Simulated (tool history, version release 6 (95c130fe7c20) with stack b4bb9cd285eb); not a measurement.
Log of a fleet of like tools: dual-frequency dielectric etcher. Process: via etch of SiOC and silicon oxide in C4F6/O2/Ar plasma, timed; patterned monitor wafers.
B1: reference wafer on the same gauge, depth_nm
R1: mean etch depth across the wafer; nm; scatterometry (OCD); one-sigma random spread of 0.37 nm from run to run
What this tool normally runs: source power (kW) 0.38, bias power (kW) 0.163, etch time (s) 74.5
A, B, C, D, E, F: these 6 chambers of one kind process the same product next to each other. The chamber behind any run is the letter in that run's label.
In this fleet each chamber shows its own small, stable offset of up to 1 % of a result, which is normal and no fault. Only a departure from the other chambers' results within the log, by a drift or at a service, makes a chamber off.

run 1D hour=6.7 | source_power_(kW)=0.38 bias_power_(kW)=0.163 etch_time_(s)=74.5 | B1=70.006 | R1=79.825
run 2C hour=15.5 | source_power_(kW)=0.38 bias_power_(kW)=0.163 etch_time_(s)=74.5 | B1=69.983 | R1=79.4
run 3E hour=21.2 | source_power_(kW)=0.38 bias_power_(kW)=0.163 etch_time_(s)=74.5 | B1=69.977 | R1=79.064
-- hour=24.1 chamber E: wet clean of the chamber
run 4A hour=28.7 | source_power_(kW)=0.38 bias_power_(kW)=0.163 etch_time_(s)=74.5 | B1=70.073 | R1=80.564
run 5F hour=37.8 | source_power_(kW)=0.38 bias_power_(kW)=0.163 etch_time_(s)=74.5 | B1=69.945 | R1=80.201
run 6B hour=46 | source_power_(kW)=0.38 bias_power_(kW)=0.163 etch_time_(s)=74.5 | B1=69.993 | R1=80.724
run 7A hour=57.1 | source_power_(kW)=0.38 bias_power_(kW)=0.163 etch_time_(s)=74.5 | B1=70.056 | R1=80.096
run 8D hour=65.9 | source_power_(kW)=0.38 bias_power_(kW)=0.163 etch_time_(s)=74.5 | B1=70 | R1=79.47
run 9F hour=77.2 | source_power_(kW)=0.38 bias_power_(kW)=0.163 etch_time_(s)=74.5 | B1=69.965 | R1=79.954
run 10C hour=82.2 | source_power_(kW)=0.38 bias_power_(kW)=0.163 etch_time_(s)=74.5 | B1=70.079 | R1=79.814
run 11B hour=90.1 | source_power_(kW)=0.38 bias_power_(kW)=0.163 etch_time_(s)=74.5 | B1=69.964 | R1=80.412
run 12E hour=99.7 | source_power_(kW)=0.38 bias_power_(kW)=0.163 etch_time_(s)=74.5 | B1=69.981 | R1=79.943
run 13D hour=104.8 | source_power_(kW)=0.38 bias_power_(kW)=0.163 etch_time_(s)=74.5 | B1=69.911 | R1=80.295
run 14F hour=114.1 | source_power_(kW)=0.38 bias_power_(kW)=0.163 etch_time_(s)=74.5 | B1=69.996 | R1=79.847
-- hour=119.5 chamber D: wet clean of the chamber
run 15C hour=122.2 | source_power_(kW)=0.38 bias_power_(kW)=0.163 etch_time_(s)=74.5 | B1=70.011 | R1=79.896
run 16A hour=130.8 | source_power_(kW)=0.38 bias_power_(kW)=0.163 etch_time_(s)=74.5 | B1=69.938 | R1=80.295
run 17B hour=138.4 | source_power_(kW)=0.38 bias_power_(kW)=0.163 etch_time_(s)=74.5 | B1=70.007 | R1=81.047
run 18E hour=146.1 | source_power_(kW)=0.38 bias_power_(kW)=0.163 etch_time_(s)=74.5 | B1=69.984 | R1=79.427
run 19C hour=157.4 | source_power_(kW)=0.38 bias_power_(kW)=0.163 etch_time_(s)=74.5 | B1=69.906 | R1=79.547
-- hour=158.3 chamber F: wet clean of the chamber
run 20E hour=165.2 | source_power_(kW)=0.38 bias_power_(kW)=0.163 etch_time_(s)=74.5 | B1=70.002 | R1=78.953
run 21F hour=176 | source_power_(kW)=0.38 bias_power_(kW)=0.163 etch_time_(s)=74.5 | B1=70.033 | R1=80.007
run 22B hour=183.3 | source_power_(kW)=0.38 bias_power_(kW)=0.163 etch_time_(s)=74.5 | B1=70.015 | R1=79.961
run 23A hour=191.3 | source_power_(kW)=0.38 bias_power_(kW)=0.163 etch_time_(s)=74.5 | B1=70.076 | R1=79.724
run 24D hour=196.2 | source_power_(kW)=0.38 bias_power_(kW)=0.163 etch_time_(s)=74.5 | B1=70.062 | R1=80.539
run 25B hour=205.4 | source_power_(kW)=0.38 bias_power_(kW)=0.163 etch_time_(s)=74.5 | B1=70.04 | R1=80.627
run 26C hour=213.4 | source_power_(kW)=0.38 bias_power_(kW)=0.163 etch_time_(s)=74.5 | B1=69.963 | R1=79.808
run 27E hour=223.2 | source_power_(kW)=0.38 bias_power_(kW)=0.163 etch_time_(s)=74.5 | B1=69.971 | R1=79.169
run 28D hour=230.8 | source_power_(kW)=0.38 bias_power_(kW)=0.163 etch_time_(s)=74.5 | B1=69.954 | R1=80.151
run 29A hour=239.5 | source_power_(kW)=0.38 bias_power_(kW)=0.163 etch_time_(s)=74.5 | B1=69.972 | R1=80.626
run 30F hour=246.5 | source_power_(kW)=0.38 bias_power_(kW)=0.163 etch_time_(s)=62.5 | B1=69.936 | R1=67.208
run 31A hour=251.6 | source_power_(kW)=0.38 bias_power_(kW)=0.163 etch_time_(s)=62.5 | B1=69.973 | R1=67.189
run 32B hour=260 | source_power_(kW)=0.38 bias_power_(kW)=0.163 etch_time_(s)=62.5 | B1=70.051 | R1=67.348
run 33D hour=270.4 | source_power_(kW)=0.38 bias_power_(kW)=0.163 etch_time_(s)=62.5 | B1=69.92 | R1=66.696
run 34F hour=278.1 | source_power_(kW)=0.38 bias_power_(kW)=0.163 etch_time_(s)=62.5 | B1=69.954 | R1=67.153
run 35E hour=288.2 | source_power_(kW)=0.38 bias_power_(kW)=0.163 etch_time_(s)=62.5 | B1=69.985 | R1=66.189
run 36C hour=296.4 | source_power_(kW)=0.38 bias_power_(kW)=0.163 etch_time_(s)=74.5 | B1=69.95 | R1=79.079
run 37F hour=306.7 | source_power_(kW)=0.38 bias_power_(kW)=0.163 etch_time_(s)=74.5 | B1=70.02 | R1=79.849
run 38D hour=316.5 | source_power_(kW)=0.38 bias_power_(kW)=0.163 etch_time_(s)=74.5 | B1=69.957 | R1=79.893
run 39B hour=322.5 | source_power_(kW)=0.38 bias_power_(kW)=0.163 etch_time_(s)=74.5 | B1=70.016 | R1=80.082
run 40C hour=327.5 | source_power_(kW)=0.38 bias_power_(kW)=0.163 etch_time_(s)=74.5 | B1=69.994 | R1=79.201

For the next run the whole fleet of 6 chambers uses the same settings. Give each chamber's results:
run 41A hour=335.6 | source_power_(kW)=0.38 bias_power_(kW)=0.163 etch_time_(s)=74.5 | R1=?
run 41B hour=335.6 | source_power_(kW)=0.38 bias_power_(kW)=0.163 etch_time_(s)=74.5 | R1=?
run 41C hour=335.6 | source_power_(kW)=0.38 bias_power_(kW)=0.163 etch_time_(s)=74.5 | R1=?
run 41D hour=335.6 | source_power_(kW)=0.38 bias_power_(kW)=0.163 etch_time_(s)=74.5 | R1=?
run 41E hour=335.6 | source_power_(kW)=0.38 bias_power_(kW)=0.163 etch_time_(s)=74.5 | R1=?
run 41F hour=335.6 | source_power_(kW)=0.38 bias_power_(kW)=0.163 etch_time_(s)=74.5 | R1=?

run=41A R1=79.565
run=41B R1=80.469
run=41C R1=79.711
run=41D R1=79.917
run=41E R1=78.838
run=41F R1=80.161
